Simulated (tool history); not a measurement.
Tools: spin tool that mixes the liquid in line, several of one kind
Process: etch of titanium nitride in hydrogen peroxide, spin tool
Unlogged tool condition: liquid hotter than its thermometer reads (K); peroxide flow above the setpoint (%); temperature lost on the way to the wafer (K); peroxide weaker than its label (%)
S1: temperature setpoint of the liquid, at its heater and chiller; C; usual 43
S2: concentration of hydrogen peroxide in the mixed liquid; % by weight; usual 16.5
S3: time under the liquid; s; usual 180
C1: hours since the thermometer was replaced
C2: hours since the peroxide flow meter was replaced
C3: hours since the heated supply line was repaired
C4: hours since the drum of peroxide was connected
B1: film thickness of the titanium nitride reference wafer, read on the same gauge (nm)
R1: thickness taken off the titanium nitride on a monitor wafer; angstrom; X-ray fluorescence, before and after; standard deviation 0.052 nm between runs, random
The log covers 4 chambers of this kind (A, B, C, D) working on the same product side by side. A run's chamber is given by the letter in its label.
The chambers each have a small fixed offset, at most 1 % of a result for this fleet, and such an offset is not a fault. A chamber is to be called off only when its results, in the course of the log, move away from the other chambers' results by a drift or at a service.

run 1B hour=4.3 | S1=43 S2=16.5 S3=180 | C1=1495.2 C2=771.9 C3=305.4 C4=216.0 | B1=59.993 | R1=84.062
run 2D hour=10.2 | S1=43 S2=16.5 S3=180 | C1=139.0 C2=458.1 C3=833.9 C4=199.2 | B1=60.003 | R1=85.794
run 3A hour=15.8 | S1=43 S2=16.5 S3=180 | C1=268.8 C2=994.7 C3=797.5 C4=761.4 | B1=59.994 | R1=85.326
run 4C hour=21.1 | S1=43 S2=16.5 S3=180 | C1=1954.5 C2=660.4 C3=1319.6 C4=511.0 | B1=59.978 | R1=85.410
run 5B hour=28.6 | S1=43 S2=16.5 S3=180 | C1=1519.5 C2=796.2 C3=329.7 C4=240.3 | B1=60.012 | R1=84.243
run 6A hour=33.2 | S1=43 S2=16.5 S3=180 | C1=286.2 C2=1012.1 C3=814.9 C4=778.8 | B1=60.002 | R1=85.392
run 7D hour=41.6 | S1=43 S2=16.5 S3=180 | C1=170.4 C2=489.5 C3=865.3 C4=230.6 | B1=59.986 | R1=85.015
run 8C hour=46.4 | S1=43 S2=16.5 S3=180 | C1=1979.8 C2=685.7 C3=1344.9 C4=536.3 | B1=59.997 | R1=85.131
run 9B hour=52.2 | S1=43 S2=16.5 S3=180 | C1=1543.1 C2=819.8 C3=353.3 C4=263.9 | B1=60.017 | R1=84.985
run 10C hour=61.1 | S1=43 S2=16.5 S3=180 | C1=1994.5 C2=700.4 C3=1359.6 C4=551.0 | B1=59.995 | R1=85.557
run 11D hour=70.5 | S1=40 S2=14.5 S3=180 | C1=199.3 C2=518.4 C3=894.2 C4=259.5 | B1=60.005 | R1=65.689
run 12A hour=79.2 | S1=40 S2=14.5 S3=180 | C1=332.2 C2=1058.1 C3=860.9 C4=824.8 | B1=60.002 | R1=65.606
run 13D hour=86.3 | S1=40 S2=14.5 S3=180 | C1=215.1 C2=534.2 C3=910.0 C4=275.3 | B1=59.993 | R1=66.182
run 14B hour=90.5 | S1=40 S2=14.5 S3=180 | C1=1581.4 C2=858.1 C3=391.6 C4=302.2 | B1=59.994 | R1=65.427
run 15C hour=94.6 | S1=43 S2=16.5 S3=180 | C1=2028.0 C2=733.9 C3=1393.1 C4=584.5 | B1=60.002 | R1=86.917
run 16A hour=99.5 | S1=43 S2=16.5 S3=180 | C1=352.5 C2=1078.4 C3=881.2 C4=845.1 | B1=59.996 | R1=85.517
-- hour=102.4 chamber A: peroxide flow meter replaced
run 17B hour=108.9 | S1=43 S2=16.5 S3=180 | C1=1599.8 C2=876.5 C3=410.0 C4=320.6 | B1=60.008 | R1=84.744
run 18D hour=117.8 | S1=43 S2=16.5 S3=180 | C1=246.6 C2=565.7 C3=941.5 C4=306.8 | B1=59.993 | R1=86.383
-- hour=118.0 chamber B: thermometer replaced
run 19A hour=126.2 | S1=43 S2=16.5 S3=180 | C1=379.2 C2=23.8 C3=907.9 C4=871.8 | B1=59.977 | R1=85.104
run 20C hour=133.4 | S1=43 S2=16.5 S3=180 | C1=2066.8 C2=772.7 C3=1431.9 C4=623.3 | B1=59.997 | R1=87.220
run 21D hour=139.9 | S1=43 S2=16.5 S3=180 | C1=268.7 C2=587.8 C3=963.6 C4=328.9 | B1=59.992 | R1=85.395
run 22A hour=147.5 | S1=43 S2=16.5 S3=180 | C1=400.5 C2=45.1 C3=929.2 C4=893.1 | B1=59.990 | R1=85.689
run 23B hour=152.2 | S1=43 S2=16.5 S3=280 | C1=34.3 C2=919.8 C3=453.3 C4=363.9 | B1=59.998 | R1=132.120
run 24C hour=159.3 | S1=43 S2=16.5 S3=280 | C1=2092.7 C2=798.6 C3=1457.8 C4=649.2 | B1=59.997 | R1=139.600
run 25C hour=166.5 | S1=43 S2=16.5 S3=280 | C1=2099.9 C2=805.8 C3=1465.0 C4=656.4 | B1=60.009 | R1=139.640
run 26D hour=170.9 | S1=43 S2=16.5 S3=280 | C1=299.7 C2=618.8 C3=994.6 C4=359.9 | B1=60.020 | R1=132.280
run 27B hour=176.3 | S1=43 S2=16.5 S3=180 | C1=58.4 C2=943.9 C3=477.4 C4=388.0 | B1=59.994 | R1=85.739
run 28A hour=181.5 | S1=43 S2=16.5 S3=180 | C1=434.5 C2=79.1 C3=963.2 C4=927.1 | B1=60.012 | R1=85.880

The same settings go to every chamber for the next run, one line per chamber below. Forecast the results for each:
run 29A hour=188.3 | S1=43 S2=16.5 S3=180 | R1=?
run 29B hour=188.3 | S1=43 S2=16.5 S3=180 | R1=?
run 29C hour=188.3 | S1=43 S2=16.5 S3=180 | R1=?
run 29D hour=188.3 | S1=43 S2=16.5 S3=180 | R1=?

run=29A R1=85.278
run=29B R1=85.357
run=29C R1=90.196
run=29D R1=85.720

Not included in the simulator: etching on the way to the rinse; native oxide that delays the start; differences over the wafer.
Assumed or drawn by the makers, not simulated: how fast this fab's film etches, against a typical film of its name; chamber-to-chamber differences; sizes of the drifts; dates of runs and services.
